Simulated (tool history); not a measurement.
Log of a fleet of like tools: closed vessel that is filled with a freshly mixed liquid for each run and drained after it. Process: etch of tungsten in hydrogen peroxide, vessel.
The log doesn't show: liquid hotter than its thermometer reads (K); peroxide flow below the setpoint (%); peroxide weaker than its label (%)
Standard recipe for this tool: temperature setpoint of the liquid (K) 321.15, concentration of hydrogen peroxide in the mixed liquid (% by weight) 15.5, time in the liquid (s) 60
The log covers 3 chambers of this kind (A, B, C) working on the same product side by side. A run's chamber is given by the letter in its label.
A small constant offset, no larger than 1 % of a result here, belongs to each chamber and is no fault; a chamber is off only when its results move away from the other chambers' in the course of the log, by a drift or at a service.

run	day	temperature setpoint of the liquid (K)	concentration of hydrogen peroxide in the mixed liquid (% by weight)	time in the liquid (s)	hours since the thermometer was replaced	hours since the peroxide flow meter was replaced	hours since the drum of peroxide was connected	read-back film thickness of the tungsten reference wafer, read on the same gauge (nm)	thickness taken off the tungsten on a monitor wafer (angstrom)
1C	0.533	321.15	15.5	60	700.4	709.9	358.4	130.01	1039.1
2B	1.008	321.15	15.5	60	841.6	529.6	1056.5	130.03	1015.7
# day 1.404: chamber C: new drum of peroxide connected
3A	1.571	321.15	15.5	60	424.4	1138.8	901.4	130.07	1028.1
4A	1.975	321.15	15.5	60	434.1	1148.5	911.1	130	1036.6
5B	2.346	321.15	15.5	60	873.7	561.7	1088.6	129.99	1042
6C	2.912	321.15	15.5	60	757.5	767	36.2	130	1031.3
7B	3.221	321.15	15.5	60	894.7	582.7	1109.6	130.01	1047
8A	3.629	321.15	15.5	60	473.8	1188.2	950.8	130.02	1048.9
9C	4.042	321.15	15.5	60	784.6	794.1	63.3	130	1030.9
10A	4.433	321.15	15.5	60	493.1	1207.5	970.1	129.99	1029.8
# day 4.858: chamber B: thermometer replaced
11B	5.017	321.15	15.5	60	3.8	625.8	1152.7	130	1043.2
12C	5.579	321.15	15.5	60	821.5	831	100.2	129.98	1038
13C	6.058	321.15	15.5	60	833	842.5	111.7	130.01	1019.6
14A	6.571	321.15	15.5	60	544.4	1258.8	1021.4	129.97	1019.8
15B	6.983	321.15	15.5	60	51	673	1199.9	129.97	1028.9
# day 7.129: chamber C: thermometer replaced
16B	7.358	321.15	15.5	60	60	682	1208.9	129.99	1035.1
# day 7.904: chamber C: peroxide flow meter replaced
17A	7.971	321.15	15.5	60	578	1292.4	1055	129.97	1029.5
18C	8.504	321.15	15.5	60	33	14.4	170.4	130.02	1028.8
19C	8.875	321.15	15.5	60	41.9	23.3	179.3	130	1029.4
20B	9.196	321.15	15.5	60	104.1	726.1	1253	129.97	1041.9
21A	9.788	321.15	15.5	60	621.6	1336	1098.6	130.01	1034.1
22B	10.308	321.15	15.5	60	130.8	752.8	1279.7	130	1042.7
23A	10.671	321.15	15.5	60	642.8	1357.2	1119.8	129.98	1021.8
24C	11.054	328.65	15.5	30	94.2	75.6	231.6	130.02	821.17
25C	11.604	328.65	15.5	30	107.4	88.8	244.8	130.03	819.96
26A	11.9	328.65	15.5	30	672.3	1386.7	1149.3	130.03	819.13
27B	12.229	321.15	15.5	60	176.9	798.9	1325.8	129.98	1047.6
28B	12.625	321.15	15.5	60	186.4	808.4	1335.3	130.02	1037.3
29C	13.121	321.15	18.5	40	143.8	125.2	281.2	130.01	750.42
30A	13.642	321.15	18.5	40	714.1	1428.5	1191.1	130.06	753.21
# day 13.804: chamber C: new drum of peroxide connected
31B	13.917	321.15	18.5	40	217.4	839.4	1366.3	129.96	746.51
32A	14.412	321.15	15.5	60	732.6	1447	1209.6	130.05	1040.7
33C	14.708	321.15	13	50	181.9	163.3	21.8	130.04	780.65
34A	15.104	321.15	13	50	749.2	1463.6	1226.2	130.02	780.9
35B	15.392	321.15	13	50	252.8	874.8	1401.7	129.98	789.09
36C	15.762	321.15	15.5	60	207.2	188.6	47.1	130.03	1019.6
37A	16.217	321.15	12	60	775.9	1490.3	1252.9	130.02	916.6
38C	16.779	321.15	12	60	231.6	213	71.5	129.97	913.49
39B	17.258	321.15	12	60	297.6	919.6	1446.5	130	907.66

Predict what each chamber gives when all 3 of them run the settings below next.
40A	17.712	321.15	15.5	60					?
40B	17.712	321.15	15.5	60					?
40C	17.712	321.15	15.5	60					?

run	thickness taken off the tungsten on a monitor wafer (angstrom)
40A	1044.3
40B	1036.6
40C	1034.6
